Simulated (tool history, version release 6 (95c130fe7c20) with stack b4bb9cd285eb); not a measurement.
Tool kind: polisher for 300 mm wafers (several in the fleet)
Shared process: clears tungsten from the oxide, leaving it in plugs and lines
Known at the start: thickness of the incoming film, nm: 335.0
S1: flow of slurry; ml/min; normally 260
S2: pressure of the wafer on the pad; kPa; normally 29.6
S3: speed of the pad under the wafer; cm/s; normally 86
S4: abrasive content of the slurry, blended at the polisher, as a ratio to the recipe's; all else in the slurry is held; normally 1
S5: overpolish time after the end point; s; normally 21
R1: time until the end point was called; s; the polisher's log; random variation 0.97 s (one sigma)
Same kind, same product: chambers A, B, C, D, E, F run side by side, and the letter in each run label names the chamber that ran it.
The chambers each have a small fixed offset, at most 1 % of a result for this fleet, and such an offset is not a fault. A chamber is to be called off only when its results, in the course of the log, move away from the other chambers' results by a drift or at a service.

run,hour,S1,S2,S3,S4,S5,R1
# hour 6.7: chamber A: worn pad replaced by a new one
1A,8.6,260,29.6,86,1,21,60.697
# hour 11.9: chamber A: slurry blender recalibrated
2B,19.2,260,29.6,86,1,21,62.877
# hour 27.5: chamber D: slurry tank refilled with fresh slurry and peroxide
3E,28.1,260,29.6,86,1,21,58.949
4F,37.8,260,29.6,86,1,21,61.051
5C,44.7,260,29.6,86,1,21,61.577
6D,55,260,29.6,86,1,21,60.95
# hour 59.1: chamber D: worn pad replaced by a new one
# hour 62.7: chamber D: slurry blender recalibrated
7E,63.6,260,29.6,86,1,21,61.91
# hour 64.2: chamber C: slurry tank refilled with fresh slurry and peroxide
# hour 66.3: chamber F: worn pad replaced by a new one
# hour 68: chamber B: slurry tank refilled with fresh slurry and peroxide
8D,71.1,260,29.6,86,0.9,15,63.325
# hour 75.4: chamber C: slurry blender recalibrated
# hour 78.1: chamber D: head pressure recalibrated
# hour 78.2: chamber E: worn pad replaced by a new one
9B,79.8,260,29.6,86,0.9,15,61.507
# hour 80.4: chamber E: slurry nozzle cleaned
10F,88.2,260,29.6,86,0.9,15,61.037
11A,95.9,260,29.6,86,0.9,15,62.184
# hour 102.5: chamber F: head pressure recalibrated
# hour 103: chamber D: slurry tank refilled with fresh slurry and peroxide
# hour 104: chamber A: slurry tank refilled with fresh slurry and peroxide
# hour 104.1: chamber A: worn pad replaced by a new one
12C,104.2,260,29.6,86,0.9,15,64.055
# hour 109.4: chamber C: worn pad replaced by a new one
13E,110.8,260,29.6,86,0.9,15,61.624
# hour 118.5: chamber F: slurry tank refilled with fresh slurry and peroxide
14F,120.9,260,29.6,66,1,21,80.814
# hour 125.4: chamber B: worn pad replaced by a new one
15A,128.2,260,29.6,66,1,21,82.118
# hour 131.8: chamber D: worn pad replaced by a new one
16C,133.4,260,29.6,66,1,21,81.77
# hour 133.9: chamber C: slurry tank refilled with fresh slurry and peroxide
17B,144.7,260,29.6,66,1,21,80.792
# hour 147.1: chamber A: slurry nozzle cleaned
# hour 147.9: chamber E: head pressure recalibrated
18D,151.7,260,29.6,66,1,21,79.349
# hour 152.5: chamber B: slurry tank refilled with fresh slurry and peroxide
19A,162.3,260,29.6,66,1,21,79.228
# hour 162.4: chamber F: slurry blender recalibrated
20C,168,260,29.6,86,1,21,61.51
# hour 169: chamber F: slurry nozzle cleaned
21E,175,260,29.6,86,1,21,61.469
# hour 180.2: chamber D: slurry tank refilled with fresh slurry and peroxide
# hour 181.7: chamber E: slurry blender recalibrated
22D,185.7,260,29.6,86,1,21,61.13
# hour 191.1: chamber F: worn pad replaced by a new one
# hour 195.1: chamber C: slurry tank refilled with fresh slurry and peroxide
23F,196.3,260,29.6,86,1,21,61.918
# hour 202.1: chamber A: worn pad replaced by a new one
# hour 205.5: chamber D: worn pad replaced by a new one
24B,205.5,260,29.6,86,1,21,60.316
25B,212,260,29.6,86,1,21,59.839
# hour 217.9: chamber E: worn pad replaced by a new one
# hour 220.2: chamber C: slurry blender recalibrated
26A,220.7,260,29.6,86,1,21,60.533
# hour 226.9: chamber C: worn pad replaced by a new one
27C,228.5,260,29.6,86,1,21,60.998
# hour 234.3: chamber B: slurry tank refilled with fresh slurry and peroxide
28D,238,260,29.6,86,1,21,60.591
# hour 242.3: chamber D: slurry tank refilled with fresh slurry and peroxide
29F,243.5,260,29.6,86,1,21,60.577
30E,250.5,260,29.6,86,1,21,64.036
# hour 259.4: chamber C: slurry tank refilled with fresh slurry and peroxide
31B,259.5,220,29.6,86,1,26,62.11
# hour 268.8: chamber A: slurry tank refilled with fresh slurry and peroxide
32C,269.6,220,29.6,86,1,26,62.431
33F,276.9,220,29.6,86,1,26,62.626
# hour 277.7: chamber A: worn pad replaced by a new one
# hour 279.2: chamber F: slurry tank refilled with fresh slurry and peroxide
# hour 283: chamber B: worn pad replaced by a new one
34A,286.2,220,29.6,86,1,26,62.368
# hour 287.6: chamber F: worn pad replaced by a new one
# hour 290.6: chamber D: worn pad replaced by a new one
35E,292.6,220,29.6,86,1,26,66.222
36D,298.2,220,29.6,86,1,26,62.009
# hour 302.6: chamber A: head pressure recalibrated
37C,306.7,260,29.6,86,1,21,61.823
# hour 313: chamber D: slurry tank refilled with fresh slurry and peroxide
# hour 316.4: chamber B: slurry tank refilled with fresh slurry and peroxide
38A,317.9,260,29.6,86,1,21,59.873
39E,326.7,260,35.9,86,1,21,54.752
# hour 337: chamber D: slurry blender recalibrated
40D,337.2,260,35.9,86,1,21,50.128
41B,346.5,260,35.9,86,1,21,49.252
42F,352,260,35.9,86,1,21,50.519

Next, every chamber runs the same settings. What will each give?
43A,360.3,260,29.6,86,0.85,21,?
43B,360.3,260,29.6,86,0.85,21,?
43C,360.3,260,29.6,86,0.85,21,?
43D,360.3,260,29.6,86,0.85,21,?
43E,360.3,260,29.6,86,0.85,21,?
43F,360.3,260,29.6,86,0.85,21,?

run,R1
43A,60.487
43B,62.495
43C,63.214
43D,62.067
43E,72.506
43F,65.267

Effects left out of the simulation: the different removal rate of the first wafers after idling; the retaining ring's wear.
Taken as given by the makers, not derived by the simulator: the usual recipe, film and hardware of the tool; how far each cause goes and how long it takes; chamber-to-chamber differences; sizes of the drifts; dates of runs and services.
